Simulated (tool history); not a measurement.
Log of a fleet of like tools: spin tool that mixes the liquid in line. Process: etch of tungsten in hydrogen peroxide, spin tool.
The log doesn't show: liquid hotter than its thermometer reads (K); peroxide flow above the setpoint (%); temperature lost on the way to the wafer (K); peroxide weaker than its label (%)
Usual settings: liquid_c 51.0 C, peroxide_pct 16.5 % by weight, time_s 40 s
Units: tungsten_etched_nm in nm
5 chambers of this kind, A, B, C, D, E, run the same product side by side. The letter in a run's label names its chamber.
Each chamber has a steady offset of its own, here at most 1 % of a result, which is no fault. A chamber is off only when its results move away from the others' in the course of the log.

run   hour  liquid_c  peroxide_pct  time_s  hours since the thermometer was replaced  hours since the peroxide flow meter was replaced  hours since the heated supply line was repaired  hours since the drum of peroxide was connected  read-back film thickness of the tungsten reference wafer, read on the same gauge (nm)  tungsten_etched_nm
       3.0  -- chamber A: new drum of peroxide connected
 1C    9.7      51.0          16.5      40                                     346.1                                             168.5                                           2351.6                                           474.5                                                                                 120.00              32.442
 2E   16.9      51.0          16.5      40                                     664.0                                             327.4                                            860.1                                           322.4                                                                                 120.01              31.975
 3B   21.2      51.0          16.5      40                                     181.9                                             965.0                                            418.4                                           713.3                                                                                 120.01              32.589
 4A   29.0      51.0          16.5      40                                     245.7                                             177.5                                           1354.1                                            26.0                                                                                 119.99              32.529
 5D   34.6      51.0          16.5      40                                     246.5                                             729.2                                           1560.7                                           280.6                                                                                 120.00              33.063
 6B   39.8      51.0          16.5      40                                     200.5                                             983.6                                            437.0                                           731.9                                                                                 120.02              32.881
 7E   46.6      51.0          16.5      40                                     693.7                                             357.1                                            889.8                                           352.1                                                                                 120.00              32.577
 8D   53.6      51.0          16.5      40                                     265.5                                             748.2                                           1579.7                                           299.6                                                                                 120.03              32.845
 9A   62.3      51.0          16.5      40                                     279.0                                             210.8                                           1387.4                                            59.3                                                                                 120.01              32.532
10C   71.5      59.5          16.5      25                                     407.9                                             230.3                                           2413.4                                           536.3                                                                                 120.00              33.343
11E   80.4      59.5          16.5      25                                     727.5                                             390.9                                            923.6                                           385.9                                                                                 119.99              34.504
12A   89.8      59.5          16.5      25                                     306.5                                             238.3                                           1414.9                                            86.8                                                                                 119.98              33.419
13D   98.6      59.5          16.5      25                                     310.5                                             793.2                                           1624.7                                           344.6                                                                                 120.00              33.470
14C  106.0      59.5          16.5      25                                     442.4                                             264.8                                           2447.9                                           570.8                                                                                 119.99              33.905
15B  111.1      51.0          16.5      40                                     271.8                                            1054.9                                            508.3                                           803.2                                                                                 120.00              31.603
16B  118.3      51.0          16.5      40                                     279.0                                            1062.1                                            515.5                                           810.4                                                                                 120.01              31.728
17E  123.8      51.0          16.5      40                                     770.9                                             434.3                                            967.0                                           429.3                                                                                 120.00              32.856
18C  129.6      51.0          16.5      40                                     466.0                                             288.4                                           2471.5                                           594.4                                                                                 120.00              32.138
19A  134.0      51.0          16.5      40                                     350.7                                             282.5                                           1459.1                                           131.0                                                                                 120.00              32.696
20D  139.6      41.5          20.0      40                                     351.5                                             834.2                                           1665.7                                           385.6                                                                                 120.00              19.706
21B  147.2      41.5          20.0      40                                     307.9                                            1091.0                                            544.4                                           839.3                                                                                 120.02              19.363
     154.8  -- chamber A: heated supply line repaired
22E  155.9      41.5          20.0      40                                     803.0                                             466.4                                            999.1                                           461.4                                                                                 120.00              19.492
23A  160.6      41.5          20.0      40                                     377.3                                             309.1                                              5.8                                           157.6                                                                                 120.00              19.628
24C  167.5      41.5          20.0      40                                     503.9                                             326.3                                           2509.4                                           632.3                                                                                 120.00              19.358
     170.9  -- chamber D: heated supply line repaired
25D  176.6      51.0          16.5      25                                     388.5                                             871.2                                              5.7                                           422.6                                                                                 120.01              20.187
26D  182.0      51.0          16.5      25                                     393.9                                             876.6                                             11.1                                           428.0                                                                                 120.00              20.341
27C  187.4      51.0          16.5      25                                     523.8                                             346.2                                           2529.3                                           652.2                                                                                 119.99              20.337
28A  195.4      51.0          16.5      25                                     412.1                                             343.9                                             40.6                                           192.4                                                                                 120.01              20.192
29B  204.4      51.0          16.5      25                                     365.1                                            1148.2                                            601.6                                           896.5                                                                                 120.02              19.016
30E  213.7      51.0          16.5      40                                     860.8                                             524.2                                           1056.9                                           519.2                                                                                 119.99              32.527
31E  222.2      51.0          16.5      40                                     869.3                                             532.7                                           1065.4                                           527.7                                                                                 120.02              32.525

Is one chamber off against the others, does the gauge drift, or is nothing wrong? If a chamber is off, say which, and what the likeliest cause is.

Chamber B drifts away from the others.
Cause: temperature lost on the way to the wafer (K) = 1.04.
The log may not tell that from: liquid colder than its thermometer reads (K); peroxide flow below the setpoint (%).

Here are 4 candidates for chamber B's next run, each the usual settings with a change, their results left as question marks. Which one brings its results back in line with what the others give on the usual settings?
In line means no further than this from the other chambers' mean on the usual settings: tungsten_etched_nm 0.960 nm
32B-1  229.2      50.0          16.5      40                                                                                                                                                                                                                                                                                                       ?
32B-2  229.2      51.0          20.5      40                                                                                                                                                                                                                                                                                                       ?
32B-3  229.2      51.0          13.0      40                                                                                                                                                                                                                                                                                                       ?
32B-4  229.2      52.0          16.5      40                                                                                                                                                                                                                                                                                                       ?

The other chambers' mean on the usual settings: tungsten_etched_nm 32.510 nm
  run  tungsten_etched_nm
32B-1              28.608
32B-2              33.834
32B-3              27.036
32B-4              32.289
32B-4 brings the chamber back in line.
